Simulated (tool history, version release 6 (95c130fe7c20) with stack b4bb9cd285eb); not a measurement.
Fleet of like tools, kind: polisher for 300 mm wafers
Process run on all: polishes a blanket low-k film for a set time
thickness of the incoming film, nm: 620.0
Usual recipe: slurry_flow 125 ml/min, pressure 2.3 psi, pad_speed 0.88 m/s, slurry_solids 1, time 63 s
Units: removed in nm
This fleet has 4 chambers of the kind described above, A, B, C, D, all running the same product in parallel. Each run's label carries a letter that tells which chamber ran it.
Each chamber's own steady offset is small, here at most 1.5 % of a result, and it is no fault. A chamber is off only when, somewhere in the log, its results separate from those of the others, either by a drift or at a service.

run   hour  slurry_flow  pressure  pad_speed  slurry_solids  time  wafers polished on this pad  hours since the slurry nozzle was cleaned  hours since the head pressure was calibrated  hours since the slurry blender was calibrated  hours since the conditioning disc was replaced  removed
 1D    7.1          125       2.3       0.88              1    63                          334                                      589.7                                         654.7                                          426.6                                            79.5   23.882
 2C   11.8          125       2.3       0.88              1    63                          334                                      465.4                                           199                                           33.9                                           406.6   23.586
      13.4  -- chamber A: worn pad replaced by a new one
 3A   18.6          125       2.3       0.88              1    63                           43                                      141.8                                         247.9                                          284.6                                           113.6   23.624
 4B   23.3          125       2.3       0.88              1    63                          398                                        117                                         594.8                                          309.2                                            30.7   24.104
      30.7  -- chamber B: slurry blender recalibrated
        31  -- chamber A: slurry blender recalibrated
 5D   32.1          125       2.3       0.88              1    63                          544                                      614.7                                         679.7                                          451.6                                           104.5    23.97
 6B   37.9          125       2.3       0.88              1    63                          520                                      131.6                                         609.4                                            7.2                                            45.3   23.686
 7C   42.9          125       2.3       0.88              1    63                          595                                      496.5                                         230.1                                             65                                           437.7   23.627
      47.7  -- chamber D: worn pad replaced by a new one
      49.6  -- chamber D: slurry nozzle cleaned
 8A   50.1          125       2.3       0.88              1    63                          307                                      173.3                                         279.4                                           19.2                                           145.1   23.485
 9D   54.9          125       2.3       0.88              1    63                           61                                        5.4                                         702.5                                          474.4                                           127.3   23.591
10A   59.9          125       2.3       0.88              1    63                          390                                      183.1                                         289.2                                             29                                           154.9   23.626
      68.6  -- chamber D: slurry blender recalibrated
11B   68.8          125       2.3       0.62           0.85    63                          779                                      162.5                                         640.3                                           38.1                                            76.2   16.804
12C   75.4          125       2.3       0.62           0.85    63                          867                                        529                                         262.6                                           97.5                                           470.2   16.481
      82.8  -- chamber D: conditioning disc replaced and pad reconditioned
      83.1  -- chamber B: conditioning disc replaced and pad reconditioned
13A   84.1          125       2.3       0.62           0.85    63                          593                                      207.3                                         313.4                                           53.2                                           179.1   16.659
14D   90.3          125       2.3       0.62           0.85    63                          358                                       40.8                                         737.9                                           21.7                                             7.6   16.589
      94.8  -- chamber C: worn pad replaced by a new one
15C   97.9          125       2.3       0.88              1    63                           26                                      551.5                                         285.1                                            120                                           492.7   23.493
16B  106.2          125       2.3       0.88              1    63                         1093                                      199.9                                         677.7                                           75.5                                            23.2   23.585
17D  112.1          125       2.3       0.88              1    63                          540                                       62.6                                         759.7                                           43.5                                            29.4   23.782
18B  116.6          125       2.3       0.88              1    63                         1180                                      210.3                                         688.1                                           85.9                                            33.6   23.311
19C  121.7          125       2.3       0.88              1    63                          226                                      575.3                                         308.9                                          143.8                                           516.5   23.529
20A  126.5          125       2.3       0.88              1    63                          948                                      249.7                                         355.8                                           95.6                                           221.5   23.722
21B  131.5          125       2.3       0.64              1    84                         1305                                      225.2                                           703                                          100.8                                            48.5   24.163
     134.3  -- chamber D: worn pad replaced by a new one
22C  140.2          125       2.3       0.64              1    84                          381                                      593.8                                         327.4                                          162.3                                             535   24.087
     141.3  -- chamber A: worn pad replaced by a new one
23A  144.2          125       2.3       0.64              1    84                           24                                      267.4                                         373.5                                          113.3                                           239.2   24.861
24D    152          125       2.3       0.64              1    84                          148                                      102.5                                         799.6                                           83.4                                            69.3   24.312
25C  159.7          125       2.3       0.88              1    63                          544                                      613.3                                         346.9                                          181.8                                           554.5   23.728
     161.1  -- chamber C: conditioning disc replaced and pad reconditioned
26A  167.9          125       2.3       0.88              1    63                          223                                      291.1                                         397.2                                            137                                           262.9   23.975
27D  173.4          125       2.3       0.88              1    63                          328                                      123.9                                           821                                          104.8                                            90.7   24.113
28B  180.2          125       2.3       0.88              1    63                         1714                                      273.9                                         751.7                                          149.5                                            97.2   22.767
     185.7  -- chamber B: conditioning disc replaced and pad reconditioned
29D  188.7          125       2.3       0.88            1.1    75                          456                                      139.2                                         836.3                                          120.1                                             106   29.457
30B    196          125       2.3       0.88            1.1    75                         1846                                      289.7                                         767.5                                          165.3                                            10.3   28.129
31C  204.9          125       2.3       0.88            1.1    75                          924                                      658.5                                         392.1                                            227                                            43.8   29.323
32A  210.9          125       2.3       0.88            1.1    75                          584                                      334.1                                         440.2                                            180                                           305.9   29.674
     214.9  -- chamber D: worn pad replaced by a new one
33D  217.1          150       2.3       0.88              1    63                           19                                      167.6                                         864.7                                          148.5                                           134.4   24.686
34A  223.3          150       2.3       0.88              1    63                          688                                      346.5                                         452.6                                          192.4                                           318.3   24.601
     225.2  -- chamber A: head pressure recalibrated
     226.3  -- chamber C: worn pad replaced by a new one
35B  227.4          150       2.3       0.88              1    63                         2110                                      321.1                                         798.9                                          196.7                                            41.7   22.589
     227.9  -- chamber D: conditioning disc replaced and pad reconditioned
36C  232.2          150       2.3       0.88              1    63                           49                                      685.8                                         419.4                                          254.3                                            71.1   24.509
37C  237.9          125       2.3       0.88            1.3    77                           97                                      691.5                                         425.1                                            260                                            76.8   32.235
38D  242.8          125       2.3       0.88            1.3    77                          234                                      193.3                                         890.4                                          174.2                                            14.9   32.486
39A  250.9          125       2.3       0.88            1.3    77                          919                                      374.1                                          25.8                                            220                                           345.9    32.22

What goes on in this fleet: one chamber off, a drifting gauge, or nothing beyond the chambers' own small offsets? Name the chamber and the cause, if any.

Little by little, chamber B moves away from the other chambers.
Likeliest cause: removal rate lost through wear of the pad, % = 8.15.
From this log alone, it may not be told apart from: slurry flow missing at the pad, %; head's pressure below its setpoint, %; abrasive missing from the slurry, %.

Here are 4 candidates for chamber B's next run, each the usual settings with a change, their results left as question marks. Which one brings its results back in line with what the others give on the usual settings?
Maximum distance from the other chambers' mean on the usual settings for a result to count as in line: removed 0.71 nm
40B-1  257.3          125       2.2       0.88              1    61                                                                                                                                                                                                                             ?
40B-2  257.3          125       2.3       0.88              1    64                                                                                                                                                                                                                             ?
40B-3  257.3          125       2.4       0.88              1    65                                                                                                                                                                                                                             ?
40B-4  257.3          115       2.3       0.88              1    63                                                                                                                                                                                                                             ?

Usual-settings mean across the other chambers: removed 23.678 nm
  run  removed
40B-1   20.473
40B-2   22.464
40B-3   23.815
40B-4    21.72
40B-3 is the one that brings the chamber's results back in line with the other chambers.
